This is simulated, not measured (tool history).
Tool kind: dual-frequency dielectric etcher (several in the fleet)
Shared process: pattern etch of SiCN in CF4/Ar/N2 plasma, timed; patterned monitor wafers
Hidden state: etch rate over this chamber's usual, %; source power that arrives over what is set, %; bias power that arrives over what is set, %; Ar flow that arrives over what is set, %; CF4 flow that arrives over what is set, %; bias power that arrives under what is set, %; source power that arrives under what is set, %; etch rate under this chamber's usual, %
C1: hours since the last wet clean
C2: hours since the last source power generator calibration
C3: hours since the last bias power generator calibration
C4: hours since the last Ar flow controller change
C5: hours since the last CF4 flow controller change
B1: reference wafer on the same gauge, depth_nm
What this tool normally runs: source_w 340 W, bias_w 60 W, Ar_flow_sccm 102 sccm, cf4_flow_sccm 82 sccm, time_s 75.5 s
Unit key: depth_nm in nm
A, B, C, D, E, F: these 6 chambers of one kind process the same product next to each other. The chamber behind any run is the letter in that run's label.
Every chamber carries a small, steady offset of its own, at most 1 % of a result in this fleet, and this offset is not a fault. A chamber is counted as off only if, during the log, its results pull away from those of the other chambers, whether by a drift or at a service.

At hour 2.6: chamber C: wet clean of the chamber.
Run 1D, hour 14.1: usual settings; C1 186.4; C2 621.6; C3 2572.8; C4 633.4; C5 1568.6; B1 43.103. Result: depth_nm 48.515 nm.
Run 2A, hour 26.2: usual settings; C1 389.5; C2 896.8; C3 1605.6; C4 2161.9; C5 1700.7; B1 43.082. Result: depth_nm 48.314 nm.
At hour 34.7: chamber D: bias power generator calibrated.
Run 3E, hour 37.7: usual settings; C1 54.3; C2 163.3; C3 2501; C4 352.3; C5 330.5; B1 43.066. Result: depth_nm 48.938 nm.
At hour 46.1: chamber B: bias power generator calibrated.
Run 4C, hour 49.5: usual settings; C1 46.9; C2 623.5; C3 943.4; C4 847.5; C5 1723.7; B1 43.06. Result: depth_nm 48.677 nm.
Run 5F, hour 56.6: usual settings; C1 400.4; C2 1622.3; C3 714.9; C4 434; C5 517.4; B1 43.061. Result: depth_nm 48.373 nm.
Run 6B, hour 67.6: usual settings; C1 491.9; C2 2403.2; C3 21.6; C4 3174.5; C5 460.7; B1 43.063. Result: depth_nm 48.976 nm.
At hour 71.9: chamber A: wet clean of the chamber.
Run 7B, hour 82.4: usual settings; C1 506.7; C2 2418; C3 36.4; C4 3189.3; C5 475.5; B1 43.042. Result: depth_nm 48.989 nm.
At hour 93.4: chamber C: CF4 flow controller replaced.
Run 8C, hour 94.1: usual settings; C1 91.5; C2 668.1; C3 988; C4 892.1; C5 0.8; B1 43.05. Result: depth_nm 48.442 nm.
At hour 97.7: chamber D: CF4 flow controller replaced.
Run 9E, hour 101.1: usual settings; C1 117.7; C2 226.7; C3 2564.4; C4 415.7; C5 393.9; B1 43.051. Result: depth_nm 48.736 nm.
Run 10D, hour 109.2: usual settings; C1 281.5; C2 716.7; C3 74.5; C4 728.5; C5 11.6; B1 43.038. Result: depth_nm 48.441 nm.
Run 11F, hour 118: usual settings; C1 461.8; C2 1683.7; C3 776.3; C4 495.4; C5 578.8; B1 43.045. Result: depth_nm 48.47 nm.
Run 12A, hour 129.5: usual settings but cf4_flow_sccm 70 sccm; C1 57.6; C2 1000.1; C3 1708.9; C4 2265.2; C5 1804; B1 43.055. Result: depth_nm 47.129 nm.
Run 13E, hour 144.3: usual settings but cf4_flow_sccm 70 sccm; C1 160.9; C2 269.9; C3 2607.6; C4 458.9; C5 437.1; B1 43.014. Result: depth_nm 47.518 nm.
Run 14D, hour 154.7: usual settings but cf4_flow_sccm 70 sccm; C1 327; C2 762.2; C3 120; C4 774; C5 57.1; B1 43.015. Result: depth_nm 47.266 nm.
Run 15A, hour 164: usual settings but cf4_flow_sccm 70 sccm; C1 92.1; C2 1034.6; C3 1743.4; C4 2299.7; C5 1838.5; B1 43.005. Result: depth_nm 47.121 nm.
Run 16C, hour 178.8: usual settings but cf4_flow_sccm 70 sccm; C1 176.2; C2 752.8; C3 1072.7; C4 976.8; C5 85.5; B1 43.003. Result: depth_nm 47.339 nm.
Run 17B, hour 192: usual settings but cf4_flow_sccm 70 sccm; C1 616.3; C2 2527.6; C3 146; C4 3298.9; C5 585.1; B1 42.998. Result: depth_nm 47.703 nm.
Run 18F, hour 202.7: usual settings; C1 546.5; C2 1768.4; C3 861; C4 580.1; C5 663.5; B1 42.976. Result: depth_nm 48.317 nm.
Run 19C, hour 212.1: usual settings; C1 209.5; C2 786.1; C3 1106; C4 1010.1; C5 118.8; B1 42.981. Result: depth_nm 48.588 nm.
At hour 224.2: chamber B: wet clean of the chamber.
Run 20B, hour 227.4: usual settings but bias_w 68 W, Ar_flow_sccm 91 sccm; C1 3.2; C2 2563; C3 181.4; C4 3334.3; C5 620.5; B1 42.95. Result: depth_nm 51.636 nm.
Run 21F, hour 241.9: usual settings but bias_w 68 W, Ar_flow_sccm 91 sccm; C1 585.7; C2 1807.6; C3 900.2; C4 619.3; C5 702.7; B1 42.939. Result: depth_nm 51.148 nm.
Run 22E, hour 257.5: usual settings but bias_w 68 W, Ar_flow_sccm 91 sccm; C1 274.1; C2 383.1; C3 2720.8; C4 572.1; C5 550.3; B1 42.934. Result: depth_nm 51.504 nm.
At hour 264.1: chamber F: wet clean of the chamber.
Run 23D, hour 266.8: usual settings but bias_w 68 W, Ar_flow_sccm 91 sccm; C1 439.1; C2 874.3; C3 232.1; C4 886.1; C5 169.2; B1 42.954. Result: depth_nm 51.36 nm.
Run 24A, hour 277.5: usual settings but bias_w 68 W, Ar_flow_sccm 91 sccm; C1 205.6; C2 1148.1; C3 1856.9; C4 2413.2; C5 1952; B1 42.966. Result: depth_nm 51.122 nm.
Run 25E, hour 291: usual settings but bias_w 68 W, Ar_flow_sccm 91 sccm; C1 307.6; C2 416.6; C3 2754.3; C4 605.6; C5 583.8; B1 42.934. Result: depth_nm 51.688 nm.
At hour 291.8: chamber D: wet clean of the chamber.
Run 26B, hour 303.1: usual settings; C1 78.9; C2 2638.7; C3 257.1; C4 3410; C5 696.2; B1 42.919. Result: depth_nm 48.785 nm.
Run 27D, hour 315.8: usual settings; C1 24; C2 923.3; C3 281.1; C4 935.1; C5 218.2; B1 42.91. Result: depth_nm 48.357 nm.
Run 28C, hour 322.9: usual settings; C1 320.3; C2 896.9; C3 1216.8; C4 1120.9; C5 229.6; B1 42.901. Result: depth_nm 48.559 nm.
Run 29A, hour 333.8: usual settings; C1 261.9; C2 1204.4; C3 1913.2; C4 2469.5; C5 2008.3; B1 42.92. Result: depth_nm 48.192 nm.
Run 30F, hour 349.4: usual settings; C1 85.4; C2 1915.1; C3 1007.7; C4 726.8; C5 810.2; B1 42.914. Result: depth_nm 48.273 nm.
Run 31A, hour 358: usual settings; C1 286.1; C2 1228.6; C3 1937.4; C4 2493.7; C5 2032.5; B1 42.894. Result: depth_nm 48.247 nm.
Run 32C, hour 371.2: usual settings but Ar_flow_sccm 114 sccm; C1 368.6; C2 945.2; C3 1265.1; C4 1169.2; C5 277.9; B1 42.902. Result: depth_nm 47.735 nm.
Run 33E, hour 382.7: usual settings but Ar_flow_sccm 114 sccm; C1 399.3; C2 508.3; C3 2846; C4 697.3; C5 675.5; B1 42.873. Result: depth_nm 47.72 nm.
At hour 385.5: chamber E: wet clean of the chamber.
Run 34D, hour 395.2: usual settings but Ar_flow_sccm 114 sccm; C1 103.4; C2 1002.7; C3 360.5; C4 1014.5; C5 297.6; B1 42.871. Result: depth_nm 47.389 nm.
Run 35B, hour 409.5: usual settings but Ar_flow_sccm 114 sccm; C1 185.3; C2 2745.1; C3 363.5; C4 3516.4; C5 802.6; B1 42.861. Result: depth_nm 47.973 nm.
Run 36F, hour 419.3: usual settings but Ar_flow_sccm 114 sccm; C1 155.3; C2 1985; C3 1077.6; C4 796.7; C5 880.1; B1 42.855. Result: depth_nm 47.425 nm.
Run 37E, hour 427.4: usual settings but Ar_flow_sccm 114 sccm; C1 41.9; C2 553; C3 2890.7; C4 742; C5 720.2; B1 42.845. Result: depth_nm 47.702 nm.
Run 38D, hour 436.2: usual settings; C1 144.4; C2 1043.7; C3 401.5; C4 1055.5; C5 338.6; B1 42.858. Result: depth_nm 48.269 nm.
Run 39B, hour 450.3: usual settings; C1 226.1; C2 2785.9; C3 404.3; C4 3557.2; C5 843.4; B1 42.837. Result: depth_nm 48.87 nm.
Run 40F, hour 459.9: usual settings but Ar_flow_sccm 114 sccm; C1 195.9; C2 2025.6; C3 1118.2; C4 837.3; C5 920.7; B1 42.833. Result: depth_nm 47.317 nm.
Run 41A, hour 472: usual settings but Ar_flow_sccm 114 sccm; C1 400.1; C2 1342.6; C3 2051.4; C4 2607.7; C5 2146.5; B1 42.841. Result: depth_nm 47.253 nm.
Run 42C, hour 481.1: usual settings but Ar_flow_sccm 114 sccm; C1 478.5; C2 1055.1; C3 1375; C4 1279.1; C5 387.8; B1 42.819. Result: depth_nm 47.711 nm.

All chambers now run identical settings, listed one chamber a line with results as question marks. What results will each chamber show?
Run 43A, hour 492.4: usual settings but cf4_flow_sccm 71 sccm. Result: depth_nm ?.
Run 43B, hour 492.4: usual settings but cf4_flow_sccm 71 sccm. Result: depth_nm ?.
Run 43C, hour 492.4: usual settings but cf4_flow_sccm 71 sccm. Result: depth_nm ?.
Run 43D, hour 492.4: usual settings but cf4_flow_sccm 71 sccm. Result: depth_nm ?.
Run 43E, hour 492.4: usual settings but cf4_flow_sccm 71 sccm. Result: depth_nm ?.
Run 43F, hour 492.4: usual settings but cf4_flow_sccm 71 sccm. Result: depth_nm ?.

run  depth_nm
43A    47.015
43B    47.604
43C    47.443
43D    47.234
43E      47.6
43F    47.226
